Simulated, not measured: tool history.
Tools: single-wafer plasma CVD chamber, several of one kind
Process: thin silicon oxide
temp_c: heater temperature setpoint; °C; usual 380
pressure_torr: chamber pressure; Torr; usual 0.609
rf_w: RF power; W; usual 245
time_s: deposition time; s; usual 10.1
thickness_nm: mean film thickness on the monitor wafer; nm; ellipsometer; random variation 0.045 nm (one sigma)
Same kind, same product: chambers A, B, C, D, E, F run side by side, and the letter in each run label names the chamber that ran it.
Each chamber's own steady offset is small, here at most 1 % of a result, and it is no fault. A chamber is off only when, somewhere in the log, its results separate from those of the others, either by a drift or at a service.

| run | hour | temp_c | pressure_torr | rf_w | time_s | hours since the last thermocouple change | hours since the last RF generator calibration | hours since the last manometer calibration | read-back reference wafer on the same gauge, thickness_nm | thickness_nm |
|---|---|---|---|---|---|---|---|---|---|---|
| 1A | 12.4 | 380 | 0.609 | 245 | 10.1 | 570.5 | 327.5 | 633.6 | 14.504 | 12.992 |
| 2B | 20.1 | 380 | 0.609 | 245 | 10.1 | 1151.7 | 230.7 | 1956.5 | 14.503 | 13.062 |
| 3E | 36.3 | 380 | 0.609 | 245 | 10.1 | 1815.3 | 1885.9 | 1945.8 | 14.505 | 12.851 |
| 4F | 47.3 | 380 | 0.609 | 245 | 10.1 | 2185.5 | 296.1 | 315.4 | 14.498 | 12.952 |
| 5C | 55.5 | 380 | 0.609 | 245 | 10.1 | 473.8 | 1070.2 | 1356.7 | 14.497 | 13.142 |
| 6D | 64 | 380 | 0.609 | 245 | 10.1 | 207.6 | 1291.5 | 915.3 | 14.492 | 12.842 |
|  | 67.6 | chamber C: capacitance manometer re-zeroed and calibrated |
| 7D | 72.9 | 380 | 0.609 | 245 | 10.1 | 216.5 | 1300.4 | 924.2 | 14.506 | 12.825 |
| 8E | 82.3 | 380 | 0.609 | 245 | 10.1 | 1861.3 | 1931.9 | 1991.8 | 14.502 | 12.837 |
|  | 87.9 | chamber E: RF generator calibrated |
| 9C | 97.3 | 380 | 0.609 | 245 | 10.1 | 515.6 | 1112 | 29.7 | 14.492 | 13.146 |
| 10B | 109.1 | 380 | 0.609 | 245 | 10.1 | 1240.7 | 319.7 | 2045.5 | 14.492 | 12.941 |
| 11F | 120.7 | 380 | 0.746 | 245 | 11.2 | 2258.9 | 369.5 | 388.8 | 14.51 | 17.787 |
| 12A | 130 | 380 | 0.746 | 245 | 11.2 | 688.1 | 445.1 | 751.2 | 14.494 | 17.839 |
| 13D | 140 | 380 | 0.746 | 245 | 11.2 | 283.6 | 1367.5 | 991.3 | 14.497 | 17.652 |
| 14B | 156.1 | 380 | 0.746 | 245 | 11.2 | 1287.7 | 366.7 | 2092.5 | 14.502 | 17.907 |
| 15C | 170.5 | 380 | 0.746 | 245 | 11.2 | 588.8 | 1185.2 | 102.9 | 14.497 | 18.045 |
| 16E | 179.2 | 380 | 0.746 | 245 | 11.2 | 1958.2 | 91.4 | 2088.7 | 14.493 | 17.739 |
| 17A | 188.2 | 380 | 0.609 | 245 | 10.1 | 746.3 | 503.3 | 809.4 | 14.494 | 13.013 |
| 18F | 199.7 | 380 | 0.609 | 245 | 10.1 | 2337.9 | 448.5 | 467.8 | 14.503 | 13.004 |
| 19B | 211.8 | 380 | 0.609 | 245 | 10.1 | 1343.4 | 422.4 | 2148.2 | 14.486 | 13.016 |
| 20F | 221.7 | 380 | 0.609 | 245 | 10.1 | 2359.9 | 470.5 | 489.8 | 14.489 | 12.988 |
| 21A | 230.2 | 380 | 0.609 | 245 | 10.1 | 788.3 | 545.3 | 851.4 | 14.507 | 13.033 |
|  | 240.3 | chamber B: capacitance manometer re-zeroed and calibrated |
| 22E | 241.7 | 380 | 0.609 | 245 | 10.1 | 2020.7 | 153.9 | 2151.2 | 14.51 | 12.834 |
| 23D | 256.2 | 380 | 0.609 | 245 | 10.1 | 399.8 | 1483.7 | 1107.5 | 14.495 | 12.701 |
| 24C | 267.4 | 380 | 0.609 | 205 | 10.1 | 685.7 | 1282.1 | 199.8 | 14.506 | 12.063 |
| 25E | 283.5 | 380 | 0.609 | 205 | 10.1 | 2062.5 | 195.7 | 2193 | 14.503 | 11.815 |
| 26B | 292.4 | 380 | 0.609 | 205 | 10.1 | 1424 | 503 | 52.1 | 14.509 | 11.862 |
| 27C | 305.9 | 380 | 0.609 | 205 | 10.1 | 724.2 | 1320.6 | 238.3 | 14.504 | 12.002 |
| 28F | 315 | 380 | 0.609 | 205 | 10.1 | 2453.2 | 563.8 | 583.1 | 14.502 | 11.847 |
| 29D | 327.1 | 380 | 0.609 | 205 | 10.1 | 470.7 | 1554.6 | 1178.4 | 14.516 | 11.603 |
|  | 331.4 | chamber E: capacitance manometer re-zeroed and calibrated |
|  | 334.9 | chamber C: RF generator calibrated |
| 30A | 336.8 | 380 | 0.609 | 245 | 10.1 | 894.9 | 651.9 | 958 | 14.507 | 12.982 |
| 31B | 348.2 | 374 | 0.609 | 245 | 11.7 | 1479.8 | 558.8 | 107.9 | 14.495 | 15.075 |
|  | 359.5 | chamber A: capacitance manometer re-zeroed and calibrated |
| 32F | 364.2 | 374 | 0.609 | 245 | 11.7 | 2502.4 | 613 | 632.3 | 14.501 | 14.951 |
| 33E | 378.5 | 374 | 0.609 | 245 | 11.7 | 2157.5 | 290.7 | 47.1 | 14.503 | 14.961 |
| 34D | 388.9 | 374 | 0.609 | 245 | 11.7 | 532.5 | 1616.4 | 1240.2 | 14.498 | 14.566 |
| 35C | 397.1 | 374 | 0.609 | 245 | 11.7 | 815.4 | 62.2 | 329.5 | 14.488 | 15.207 |
|  | 401.1 | chamber F: thermocouple changed; heater temperature recalibrated |
| 36A | 405.8 | 374 | 0.609 | 245 | 11.7 | 963.9 | 720.9 | 46.4 | 14.498 | 15.13 |
| 37B | 415.3 | 380 | 0.609 | 245 | 10.1 | 1546.9 | 625.9 | 175 | 14.496 | 13.003 |
| 38C | 428.4 | 380 | 0.609 | 245 | 10.1 | 846.7 | 93.5 | 360.8 | 14.497 | 13.151 |
| 39A | 439.1 | 380 | 0.609 | 245 | 10.1 | 997.2 | 754.2 | 79.7 | 14.504 | 12.909 |
| 40F | 452.8 | 380 | 0.609 | 245 | 10.1 | 51.7 | 701.6 | 720.9 | 14.505 | 12.945 |
| 41E | 462.4 | 380 | 0.609 | 245 | 10.1 | 2241.4 | 374.6 | 131 | 14.495 | 12.827 |

Is one chamber off against the others, does the gauge drift, or is nothing wrong? If a chamber is off, say which, and what the likeliest cause is.

Little by little, chamber D moves away from the other chambers.
Cause: delivered RF power below the setpoint (%) = 8.02.
It could be hard to tell apart here from: true pressure below the setpoint (%).

Chamber D could run next with any of the 4 candidate recipes listed below; each alters the usual settings, and their results appear as question marks. Which one brings its results back in line with what the other chambers deliver on the usual settings?
Maximum distance from the other chambers' mean on the usual settings for a result to count as in line: thickness_nm 0.16 nm
| 42D-1 | 474 | 380 | 0.609 | 245 | 9.7 |  |  |  |  | ? |
| 42D-2 | 474 | 380 | 0.603 | 245 | 10 |  |  |  |  | ? |
| 42D-3 | 474 | 380 | 0.609 | 245 | 10.3 |  |  |  |  | ? |
| 42D-4 | 474 | 380 | 0.625 | 245 | 10.3 |  |  |  |  | ? |

The other chambers' mean on the usual settings: thickness_nm 12.983 nm
| run | thickness_nm |
|---|---|
| 42D-1 | 11.933 |
| 42D-2 | 12.169 |
| 42D-3 | 12.669 |
| 42D-4 | 13.034 |
With 42D-4, the chamber falls back in line with the rest.
